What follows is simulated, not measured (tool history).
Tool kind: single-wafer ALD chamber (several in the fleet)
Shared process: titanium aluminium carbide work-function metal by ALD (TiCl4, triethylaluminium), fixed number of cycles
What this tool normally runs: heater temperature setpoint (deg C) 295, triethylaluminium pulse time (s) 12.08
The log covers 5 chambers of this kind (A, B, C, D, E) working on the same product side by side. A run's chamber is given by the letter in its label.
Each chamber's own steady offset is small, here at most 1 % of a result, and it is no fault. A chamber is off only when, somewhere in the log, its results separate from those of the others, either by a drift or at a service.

| run | hour | heater temperature setpoint (deg C) | triethylaluminium pulse time (s) | read-back reference wafer on the same gauge, thickness_nm | mean film thickness on the monitor wafer (nm) |
|---|---|---|---|---|---|
| 1A | 14.8 | 295 | 12.08 | 1.8507 | 1.9956 |
| 2C | 22.7 | 295 | 12.08 | 1.8506 | 2.0065 |
| 3B | 36.9 | 295 | 12.08 | 1.8512 | 1.9737 |
| 4D | 48.1 | 295 | 12.08 | 1.8510 | 1.9927 |
| 5E | 57.9 | 295 | 12.08 | 1.8521 | 1.9935 |
| 6B | 70.1 | 295 | 12.08 | 1.8524 | 1.9804 |
| 7C | 85.9 | 295 | 12.08 | 1.8526 | 2.0098 |
| 8D | 96.2 | 295 | 12.08 | 1.8529 | 1.9941 |
| 9A | 104.5 | 295 | 12.08 | 1.8531 | 1.9961 |
| 10E | 113.8 | 295 | 12.08 | 1.8531 | 1.9876 |
| 11D | 128.8 | 295 | 12.08 | 1.8540 | 1.9958 |
|  | 133.2 | chamber B: thermocouple changed; heater temperature recalibrated |
| 12E | 142.1 | 295 | 12.08 | 1.8534 | 1.9972 |
| 13C | 154.8 | 295 | 12.08 | 1.8547 | 2.0100 |
| 14B | 170.0 | 295 | 12.08 | 1.8549 | 1.9883 |
| 15A | 180.5 | 295 | 12.08 | 1.8547 | 2.0079 |
| 16A | 189.6 | 295 | 12.08 | 1.8551 | 2.0059 |
| 17C | 203.7 | 295 | 12.08 | 1.8542 | 2.0162 |
| 18D | 216.8 | 295 | 12.08 | 1.8555 | 1.9992 |
| 19E | 231.9 | 295 | 12.08 | 1.8558 | 1.9946 |
| 20B | 246.8 | 295 | 12.08 | 1.8562 | 1.9893 |
| 21B | 256.3 | 295 | 12.08 | 1.8571 | 1.9891 |
| 22D | 270.0 | 295 | 12.08 | 1.8566 | 2.0013 |
| 23C | 280.9 | 295 | 12.08 | 1.8574 | 2.0151 |
| 24A | 288.2 | 295 | 10.03 | 1.8578 | 1.9715 |
| 25E | 297.8 | 295 | 10.03 | 1.8585 | 1.9631 |
| 26A | 312.1 | 295 | 10.03 | 1.8581 | 1.9765 |
| 27D | 323.6 | 295 | 10.03 | 1.8584 | 1.9715 |
| 28E | 331.5 | 295 | 10.03 | 1.8584 | 1.9636 |
| 29C | 342.9 | 284 | 14.04 | 1.8594 | 1.9385 |
| 30B | 351.6 | 284 | 14.04 | 1.8593 | 1.9077 |
| 31B | 361.4 | 284 | 14.04 | 1.8598 | 1.9086 |
| 32C | 371.0 | 284 | 14.04 | 1.8599 | 1.9357 |
| 33E | 384.4 | 284 | 14.04 | 1.8601 | 1.9173 |
| 34D | 393.1 | 295 | 12.08 | 1.8612 | 2.0096 |
| 35A | 406.4 | 295 | 8.65 | 1.8604 | 1.9371 |

For the next run the whole fleet of 5 chambers uses the same settings. Give each chamber's results:
| 36A | 417.9 | 295 | 10.40 |  | ? |
| 36B | 417.9 | 295 | 10.40 |  | ? |
| 36C | 417.9 | 295 | 10.40 |  | ? |
| 36D | 417.9 | 295 | 10.40 |  | ? |
| 36E | 417.9 | 295 | 10.40 |  | ? |

| run | mean film thickness on the monitor wafer (nm) |
|---|---|
| 36A | 1.9840 |
| 36B | 1.9652 |
| 36C | 1.9902 |
| 36D | 1.9808 |
| 36E | 1.9752 |
